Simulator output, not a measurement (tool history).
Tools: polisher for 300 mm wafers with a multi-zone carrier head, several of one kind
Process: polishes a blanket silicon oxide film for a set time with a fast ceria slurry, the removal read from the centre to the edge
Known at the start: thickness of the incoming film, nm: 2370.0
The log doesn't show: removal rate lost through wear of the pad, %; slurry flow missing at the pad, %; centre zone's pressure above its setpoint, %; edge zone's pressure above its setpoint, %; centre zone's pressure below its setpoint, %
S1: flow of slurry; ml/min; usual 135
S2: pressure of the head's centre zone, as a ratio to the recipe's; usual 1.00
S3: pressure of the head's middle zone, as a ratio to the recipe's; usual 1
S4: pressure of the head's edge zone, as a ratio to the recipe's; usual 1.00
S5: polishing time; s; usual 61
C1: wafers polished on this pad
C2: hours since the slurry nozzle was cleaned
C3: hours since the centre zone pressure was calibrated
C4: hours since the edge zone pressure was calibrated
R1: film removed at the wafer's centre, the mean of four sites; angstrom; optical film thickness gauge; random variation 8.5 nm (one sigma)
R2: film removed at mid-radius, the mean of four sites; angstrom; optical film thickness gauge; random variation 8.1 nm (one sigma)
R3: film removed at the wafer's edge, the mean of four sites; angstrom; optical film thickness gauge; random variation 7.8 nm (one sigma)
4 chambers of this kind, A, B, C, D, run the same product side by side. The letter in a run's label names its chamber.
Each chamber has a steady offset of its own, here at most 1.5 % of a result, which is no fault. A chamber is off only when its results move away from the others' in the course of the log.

run	hour	S1	S2	S3	S4	S5	C1	C2	C3	C4	R1	R2	R3
# hour 1.9: chamber B: worn pad replaced by a new one
1B	11.4	135	1.00	1	1.00	61	85	110.2	323.8	141.1	7004.4	7007.5	6797.6
2A	21.4	135	1.00	1	1.00	61	856	263.2	1102.9	404.0	6882.0	7017.5	7002.4
3D	28.0	135	1.00	1	1.00	61	546	566.1	1018.6	544.3	7024.6	6970.5	6961.8
4C	34.3	135	1.00	1	1.00	61	381	566.1	1284.3	235.7	7167.0	7011.6	7025.9
5D	41.4	155	1.00	1	1.05	61	666	579.5	1032.0	557.7	7470.6	7254.7	7414.2
# hour 44.1: chamber A: centre zone pressure recalibrated
# hour 48.8: chamber C: worn pad replaced by a new one
6C	51.2	155	1.00	1	1.05	61	21	583.0	1301.2	252.6	7333.1	7311.9	7278.9
# hour 52.5: chamber B: worn pad replaced by a new one
7B	59.5	155	1.00	1	1.05	61	63	158.3	371.9	189.2	7346.8	7222.9	7124.2
# hour 62.1: chamber C: slurry nozzle cleaned
8A	67.3	155	1.00	1	1.05	61	1267	309.1	23.2	449.9	7157.0	7182.7	7373.7
9C	73.2	135	1.00	1	1.00	61	218	11.1	1323.2	274.6	7101.9	6992.1	6949.4
10A	79.0	135	1.00	1	1.00	61	1372	320.8	34.9	461.6	6928.8	6976.0	6887.1
11D	86.7	135	1.00	1	0.91	61	1073	624.8	1077.3	603.0	7142.8	6843.7	6625.4
# hour 87.1: chamber A: worn pad replaced by a new one
12B	93.4	135	1.00	1	0.91	61	366	192.2	405.8	223.1	7110.3	6908.5	6539.0
# hour 99.8: chamber D: worn pad replaced by a new one
13D	102.3	135	1.00	1	0.91	61	22	640.4	1092.9	618.6	7095.6	6990.2	6570.0
# hour 111.3: chamber B: worn pad replaced by a new one
14B	112.0	135	1.00	1	0.91	61	7	210.8	424.4	241.7	7017.4	7112.5	6585.8
# hour 112.9: chamber C: worn pad replaced by a new one
15C	120.0	135	1.00	1	1.00	61	64	57.9	1370.0	321.4	7104.6	6936.4	6972.4
16A	129.7	135	1.00	1	1.00	61	381	371.5	85.6	512.3	6997.0	7165.8	6886.6
# hour 131.8: chamber D: centre zone pressure recalibrated
17C	138.2	135	0.91	1	1.05	61	227	76.1	1388.2	339.6	6450.8	7117.0	7151.8
18B	150.6	135	0.91	1	1.05	61	353	249.4	463.0	280.3	6248.1	6937.2	7307.5
19A	160.2	135	0.91	1	1.05	61	655	402.0	116.1	542.8	6271.8	6960.4	7172.3
20D	171.5	135	0.91	1	1.05	61	642	709.6	39.8	687.8	5735.0	7068.2	7129.1
# hour 174.1: chamber C: worn pad replaced by a new one
# hour 176.5: chamber B: worn pad replaced by a new one
21D	178.1	135	1.00	1	1.00	61	701	716.2	46.4	694.4	6390.4	6941.8	7073.6
22B	190.0	135	1.00	1	1.00	54	121	288.8	502.4	319.7	6159.1	6106.4	5998.6
23A	197.4	135	1.00	1	1.00	54	988	439.2	153.3	580.0	6114.0	6266.3	6177.2
# hour 202.4: chamber D: slurry nozzle cleaned
24C	203.1	135	1.00	1	1.00	54	260	141.0	1453.1	404.5	6256.9	6179.6	6215.1
# hour 207.6: chamber C: centre zone pressure recalibrated
25D	213.2	135	1.00	1	1.00	54	1016	10.9	81.5	729.5	5669.8	6294.4	6281.1
26A	223.9	135	1.00	1	1.00	69	1226	465.7	179.8	606.5	7889.6	7865.7	7886.2
27B	229.5	135	1.00	1	1.00	69	475	328.3	541.9	359.2	7732.4	7928.8	7690.3
# hour 232.0: chamber C: worn pad replaced by a new one
# hour 235.9: chamber D: worn pad replaced by a new one
28C	238.1	135	1.00	1	1.00	69	55	176.0	30.6	439.5	7908.2	7947.0	7813.7
# hour 241.3: chamber B: worn pad replaced by a new one
# hour 245.6: chamber A: worn pad replaced by a new one
29C	249.0	135	1.00	1	1.00	69	153	186.9	41.5	450.4	7960.3	7909.1	7910.1
30A	254.7	135	1.00	1	1.00	61	82	496.5	210.6	637.3	6952.9	6938.0	6915.0
31B	265.7	135	1.00	1	1.00	61	219	364.5	578.1	395.4	6991.2	6981.4	6945.5
32D	273.6	135	1.00	1	1.00	61	338	71.3	141.9	789.9	6485.2	7052.2	6992.8
33B	279.3	135	1.00	1	1.00	61	341	378.1	591.7	409.0	6943.2	6927.1	6913.5
34C	285.1	135	1.00	1	1.00	61	476	223.0	77.6	486.5	7094.0	7015.6	6993.3

Next, every chamber runs the same settings. What will each give?
35A	294.3	135	1.00	1	1.00	61					?	?	?
35B	294.3	135	1.00	1	1.00	61					?	?	?
35C	294.3	135	1.00	1	1.00	61					?	?	?
35D	294.3	135	1.00	1	1.00	61					?	?	?

run	R1	R2	R3
35A	7050.2	7040.3	6932.8
35B	7064.9	7045.8	6909.8
35C	7133.1	7044.2	6996.5
35D	6365.5	6984.8	7093.0
